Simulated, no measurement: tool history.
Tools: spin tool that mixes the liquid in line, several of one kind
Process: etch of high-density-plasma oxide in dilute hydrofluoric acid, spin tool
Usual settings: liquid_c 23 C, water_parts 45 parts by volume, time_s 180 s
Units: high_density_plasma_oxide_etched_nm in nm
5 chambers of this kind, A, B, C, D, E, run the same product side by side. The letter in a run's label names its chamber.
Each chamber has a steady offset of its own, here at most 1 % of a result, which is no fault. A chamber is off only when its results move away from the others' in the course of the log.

run	day	liquid_c	water_parts	time_s	hours since the thermometer was replaced	hours since the hydrofluoric acid flow meter was replaced	read-back film thickness of the high-density-plasma oxide reference wafer, read on the same gauge (nm)	high_density_plasma_oxide_etched_nm
# day 0.183: chamber E: thermometer replaced
1C	0.596	23	45	180	856.8	403.6	70.014	38.736
2D	1.008	23	45	180	2158.9	817.8	69.986	38.271
3B	1.654	23	45	180	712.4	1633.7	69.996	38.946
4A	2.033	23	45	180	1974.4	415.3	70.036	38.703
5E	2.45	23	45	180	54.5	492.3	69.993	39.24
6D	2.85	23	45	90	2203.1	862	70.034	19.142
7B	3.325	23	45	90	752.5	1673.8	70.021	19.566
8A	3.733	23	45	90	2015.2	456.1	70.015	19.492
9C	4.304	23	45	90	945.8	492.6	70.008	19.418
10E	4.779	23	45	90	110.4	548.2	69.988	19.711
11B	5.267	23	35	215	799.1	1720.4	69.997	61.389
12C	5.875	23	35	215	983.5	530.3	69.972	60.902
13D	6.329	23	35	215	2286.6	945.5	69.978	59.69
14A	6.712	23	35	215	2086.7	527.6	69.999	59.922
15E	7.125	23	35	215	166.7	604.5	69.995	61.032
# day 7.496: chamber E: hydrofluoric acid flow meter replaced
16A	7.692	23	45	180	2110.2	551.1	70.015	39.144
17B	8.079	23	40	180	866.6	1787.9	70.014	44.006
18D	8.667	23	40	180	2342.7	1001.6	70.016	43.522
19C	9.154	23	40	180	1062.2	609	69.996	44.49
20E	9.683	23	40	180	228.1	52.6	70.028	44.432
21B	10.025	23	40	180	913.3	1834.6	69.995	44.584
22D	10.404	23	45	180	2384.4	1043.3	70	38.311
23C	11.05	23	45	180	1107.7	654.5	69.984	40.134
24E	11.546	23	45	180	272.8	97.3	69.979	39.086
25A	12.088	23	45	180	2215.7	656.6	69.999	38.838
26A	12.558	23	45	180	2227	667.9	69.996	38.547
27D	13.008	23	45	180	2446.9	1105.8	70.008	38.532
28C	13.296	23	45	180	1161.6	708.4	70.017	40.544
29B	13.642	23	45	180	1000.1	1921.4	70.016	38.995
30E	14.175	23	45	180	335.9	160.4	70.037	39.058
31C	14.708	23	45	180	1195.5	742.3	70.013	40.83
32A	15.171	23	45	180	2289.7	730.6	70.019	39.07
33E	15.704	23	45	180	372.6	197.1	70.003	39.396
34D	16.225	23	45	180	2524.1	1183	70.036	38.925
# day 16.542: chamber B: hydrofluoric acid flow meter replaced
35B	16.75	19.5	45	180	1074.7	5.1	70.014	33.936
36A	17.158	19.5	45	180	2337.4	778.3	70.005	33.775
37E	17.75	19.5	45	180	421.7	246.2	69.993	33.636
38B	18.196	19.5	45	180	1109.4	39.8	69.993	33.221
39D	18.558	19.5	45	180	2580.1	1239	70.005	32.919

What goes on in this fleet: one chamber off, a drifting gauge, or nothing beyond the chambers' own small offsets? Name the chamber and the cause, if any.

Chamber C drifts away from the others.
Cause: hydrofluoric acid flow above the setpoint (%) = 7.64.
The log may not tell that from: liquid hotter than its thermometer reads (K).

Here are 4 candidates for chamber C's next run, each the usual settings with a change, their results left as question marks. Which one brings its results back in line with what the others give on the usual settings?
In line means no further than this from the other chambers' mean on the usual settings: high_density_plasma_oxide_etched_nm 0.91 nm
40C-1	19.021	23	40	180				?
40C-2	19.021	21.5	45	180				?
40C-3	19.021	23	45	195				?
40C-4	19.021	23	45	160				?

The other chambers' mean on the usual settings: high_density_plasma_oxide_etched_nm 38.812 nm
run	high_density_plasma_oxide_etched_nm
40C-1	47.142
40C-2	39.124
40C-3	45.14
40C-4	37.038
40C-2 brings the chamber back in line.
